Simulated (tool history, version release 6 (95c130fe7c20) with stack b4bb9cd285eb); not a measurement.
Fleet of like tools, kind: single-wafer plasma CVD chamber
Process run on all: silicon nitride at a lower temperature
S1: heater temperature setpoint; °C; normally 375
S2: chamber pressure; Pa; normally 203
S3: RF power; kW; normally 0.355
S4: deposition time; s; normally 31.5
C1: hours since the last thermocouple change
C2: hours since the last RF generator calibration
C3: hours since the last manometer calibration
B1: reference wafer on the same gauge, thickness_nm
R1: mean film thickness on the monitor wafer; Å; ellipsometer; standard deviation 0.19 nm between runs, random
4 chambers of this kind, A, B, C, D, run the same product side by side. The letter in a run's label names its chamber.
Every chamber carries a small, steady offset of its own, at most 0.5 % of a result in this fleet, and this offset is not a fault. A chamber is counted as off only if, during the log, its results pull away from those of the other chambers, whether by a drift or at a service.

run    day   S1   S2     S3    S4      C1      C2      C3      B1      R1
 1D  0.183  375  203  0.355  31.5  1533.7  1403.7   966.2  40.584  403.98
 2A  0.333  375  203  0.355  31.5  1311.3  1804.4    1982  40.606  404.47
 3B  0.492  375  203  0.355  31.5   777.1   403.1   822.3  40.522  402.16
     0.533  -- chamber A: capacitance manometer re-zeroed and calibrated
 4C  0.612  375  203  0.355  31.5  1293.6  1287.2  1366.1  40.635  400.09
 5A  0.733  375  203  0.355  31.5  1320.9    1814     4.9  40.608   407.2
 6C  0.838  375  203  0.355  31.5    1299  1292.6  1371.5    40.6  401.24
 7B  0.921  375  203  0.355  29.3   787.4   413.4   832.6  40.615  373.83
 8D  1.038  375  203  0.355  29.3  1554.2  1424.2   986.7  40.563  374.99
 9A  1.171  375  203  0.355  29.3  1331.4  1824.5    15.4  40.631  372.78
10D  1.333  375  203  0.355  29.3  1561.3  1431.3   993.8  40.623  375.29
11C  1.442  375  203  0.355  31.5  1313.5  1307.1    1386  40.578  406.82
12B  1.617  375  203  0.355  31.5   804.1   430.1   849.3  40.641  406.34
13B  1.804  375  203  0.355  31.5   808.6   434.6   853.8  40.615  404.76
14A  1.929  375  203  0.355  31.5  1349.6  1842.7    33.6  40.567  405.57
15D  2.108  375  203  0.355  31.5  1579.9  1449.9  1012.4  40.664  405.48
16C  2.283  375  203  0.355  31.5  1333.7  1327.3  1406.2  40.581  403.51
17C  2.383  375  203  0.355  31.5  1336.1  1329.7  1408.6  40.592  400.35
18A  2.575  375  203  0.355  31.5  1365.1  1858.2    49.1  40.576  402.36
19D  2.729  375  203  0.355  31.5  1594.8  1464.8  1027.3  40.562  400.62
     2.792  -- chamber A: thermocouple changed; heater temperature recalibrated
20B  2.912  364  185  0.355  31.5   835.2   461.2   880.4  40.603  394.55
21D  2.996  364  185  0.355  31.5  1601.2  1471.2  1033.7   40.62  394.95
22A  3.133  364  185  0.355  31.5     8.2  1871.6    62.5   40.64  397.34
23B  3.258  364  185  0.355  31.5   843.5   469.5   888.7  40.598  393.84
24C  3.362  375  203  0.355  31.5  1359.6  1353.2  1432.1  40.612  399.57
25D    3.5  375  203  0.355  31.5  1613.3  1483.3  1045.8  40.619  404.99
26B    3.6  375  203  0.355  31.5   851.7   477.7   896.9  40.588  398.85
27C  3.712  375  203  0.355  31.5    1368  1361.6  1440.5  40.576  403.57
28A  3.871  375  203  0.355  31.5    25.9  1889.3    80.2  40.581  405.53
29A  4.038  375  203  0.355  31.5    29.9  1893.3    84.2  40.587  404.84
30B  4.175  375  203  0.355  31.5   865.5   491.5   910.7  40.572  397.85
31C  4.283  375  203  0.355  31.5  1381.7  1375.3  1454.2  40.554  404.57
32D  4.371  382  244  0.355  31.5  1634.2  1504.2  1066.7  40.577  422.92
33D  4.462  382  244  0.355  31.5  1636.4  1506.4  1068.9  40.634  425.04

For the next run the whole fleet of 4 chambers uses the same settings. Give each chamber's results:
34A  4.604  362  203  0.355  31.5                   ?
34B  4.604  362  203  0.355  31.5                   ?
34C  4.604  362  203  0.355  31.5                   ?
34D  4.604  362  203  0.355  31.5                   ?

run      R1
34A  404.91
34B  400.38
34C  406.45
34D   402.2
